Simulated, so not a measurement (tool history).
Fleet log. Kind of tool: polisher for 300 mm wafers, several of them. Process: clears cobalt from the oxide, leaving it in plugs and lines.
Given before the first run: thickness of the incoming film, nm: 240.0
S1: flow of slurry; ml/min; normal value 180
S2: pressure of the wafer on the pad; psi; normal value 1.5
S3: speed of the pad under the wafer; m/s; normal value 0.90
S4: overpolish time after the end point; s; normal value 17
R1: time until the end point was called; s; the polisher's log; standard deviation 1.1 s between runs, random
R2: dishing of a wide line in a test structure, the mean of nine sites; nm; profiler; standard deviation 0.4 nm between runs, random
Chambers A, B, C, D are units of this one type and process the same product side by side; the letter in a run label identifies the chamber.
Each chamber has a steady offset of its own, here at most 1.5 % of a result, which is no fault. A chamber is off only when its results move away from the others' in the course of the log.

{"hour": 2.0, "done": "chamber B: worn pad replaced by a new one"}
{"run": "1D", "hour": 9.1, "S1": 180, "S2": 1.5, "S3": 0.9, "S4": 17, "R1": 83.532, "R2": 26.564}
{"run": "2C", "hour": 17.4, "S1": 180, "S2": 1.5, "S3": 0.9, "S4": 17, "R1": 84.865, "R2": 26.948}
{"run": "3B", "hour": 25.1, "S1": 180, "S2": 1.5, "S3": 0.9, "S4": 17, "R1": 85.222, "R2": 27.384}
{"hour": 30.0, "done": "chamber C: worn pad replaced by a new one"}
{"run": "4A", "hour": 32.9, "S1": 180, "S2": 1.5, "S3": 0.9, "S4": 17, "R1": 82.382, "R2": 27.066}
{"run": "5C", "hour": 39.1, "S1": 180, "S2": 1.5, "S3": 0.9, "S4": 17, "R1": 86.089, "R2": 26.872}
{"hour": 39.4, "done": "chamber D: worn pad replaced by a new one"}
{"run": "6B", "hour": 43.4, "S1": 180, "S2": 1.5, "S3": 0.9, "S4": 17, "R1": 85.377, "R2": 26.945}
{"run": "7D", "hour": 53.1, "S1": 180, "S2": 1.5, "S3": 0.9, "S4": 17, "R1": 86.066, "R2": 25.589}
{"run": "8A", "hour": 57.6, "S1": 180, "S2": 1.5, "S3": 0.9, "S4": 17, "R1": 87.045, "R2": 26.913}
{"run": "9D", "hour": 62.7, "S1": 180, "S2": 1.5, "S3": 0.9, "S4": 17, "R1": 83.699, "R2": 27.302}
{"run": "10B", "hour": 70.7, "S1": 180, "S2": 1.5, "S3": 0.9, "S4": 17, "R1": 84.849, "R2": 27.621}
{"run": "11C", "hour": 75.1, "S1": 115, "S2": 1.5, "S3": 0.64, "S4": 17, "R1": 129.15, "R2": 22.001}
{"run": "12A", "hour": 83.3, "S1": 115, "S2": 1.5, "S3": 0.64, "S4": 17, "R1": 133.73, "R2": 21.027}
{"run": "13A", "hour": 92.9, "S1": 115, "S2": 1.5, "S3": 0.64, "S4": 17, "R1": 137.45, "R2": 20.951}
{"run": "14B", "hour": 101.9, "S1": 115, "S2": 1.5, "S3": 0.64, "S4": 17, "R1": 131.81, "R2": 21.365}
{"hour": 103.3, "done": "chamber B: worn pad replaced by a new one"}
{"run": "15D", "hour": 107.3, "S1": 180, "S2": 1.5, "S3": 0.9, "S4": 17, "R1": 85.273, "R2": 26.731}
{"hour": 112.7, "done": "chamber D: worn pad replaced by a new one"}
{"run": "16C", "hour": 116.2, "S1": 180, "S2": 1.5, "S3": 0.9, "S4": 17, "R1": 82.524, "R2": 27.421}
{"run": "17C", "hour": 121.2, "S1": 180, "S2": 1.9, "S3": 0.62, "S4": 17, "R1": 97.798, "R2": 26.251}
{"run": "18B", "hour": 130.7, "S1": 180, "S2": 1.9, "S3": 0.62, "S4": 17, "R1": 95.119, "R2": 26.124}
{"run": "19A", "hour": 138.3, "S1": 180, "S2": 1.9, "S3": 0.62, "S4": 17, "R1": 103.7, "R2": 24.484}
{"run": "20D", "hour": 146.2, "S1": 180, "S2": 1.9, "S3": 0.62, "S4": 17, "R1": 97.915, "R2": 24.628}
{"run": "21A", "hour": 153.1, "S1": 180, "S2": 1.5, "S3": 0.7, "S4": 10, "R1": 116.56, "R2": 15.57}
{"hour": 158.6, "done": "chamber D: slurry nozzle cleaned"}
{"run": "22D", "hour": 161.0, "S1": 180, "S2": 1.5, "S3": 0.7, "S4": 10, "R1": 109.82, "R2": 16.249}
{"hour": 164.0, "done": "chamber C: worn pad replaced by a new one"}
{"run": "23C", "hour": 168.9, "S1": 180, "S2": 1.5, "S3": 0.7, "S4": 10, "R1": 109.22, "R2": 16.545}
{"run": "24B", "hour": 177.1, "S1": 180, "S2": 1.5, "S3": 0.7, "S4": 10, "R1": 108.06, "R2": 16.668}
{"run": "25D", "hour": 181.3, "S1": 180, "S2": 1.5, "S3": 0.9, "S4": 17, "R1": 84.411, "R2": 27.349}
{"hour": 185.1, "done": "chamber B: worn pad replaced by a new one"}
{"hour": 187.2, "done": "chamber B: head pressure recalibrated"}
{"run": "26C", "hour": 190.5, "S1": 180, "S2": 1.5, "S3": 0.9, "S4": 17, "R1": 84.613, "R2": 27.242}
{"run": "27A", "hour": 197.1, "S1": 180, "S2": 1.5, "S3": 0.9, "S4": 17, "R1": 95.464, "R2": 25.909}
{"run": "28B", "hour": 203.6, "S1": 180, "S2": 1.5, "S3": 0.9, "S4": 17, "R1": 86.529, "R2": 26.702}

Next, every chamber runs the same settings. What will each give?
{"run": "29A", "hour": 210.7, "S1": 180, "S2": 1.5, "S3": 0.9, "S4": 17, "R1": "?", "R2": "?"}
{"run": "29B", "hour": 210.7, "S1": 180, "S2": 1.5, "S3": 0.9, "S4": 17, "R1": "?", "R2": "?"}
{"run": "29C", "hour": 210.7, "S1": 180, "S2": 1.5, "S3": 0.9, "S4": 17, "R1": "?", "R2": "?"}
{"run": "29D", "hour": 210.7, "S1": 180, "S2": 1.5, "S3": 0.9, "S4": 17, "R1": "?", "R2": "?"}

run=29A R1=92.733 R2=25.067
run=29B R1=83.660 R2=27.008
run=29C R1=86.835 R2=27.195
run=29D R1=85.550 R2=26.212
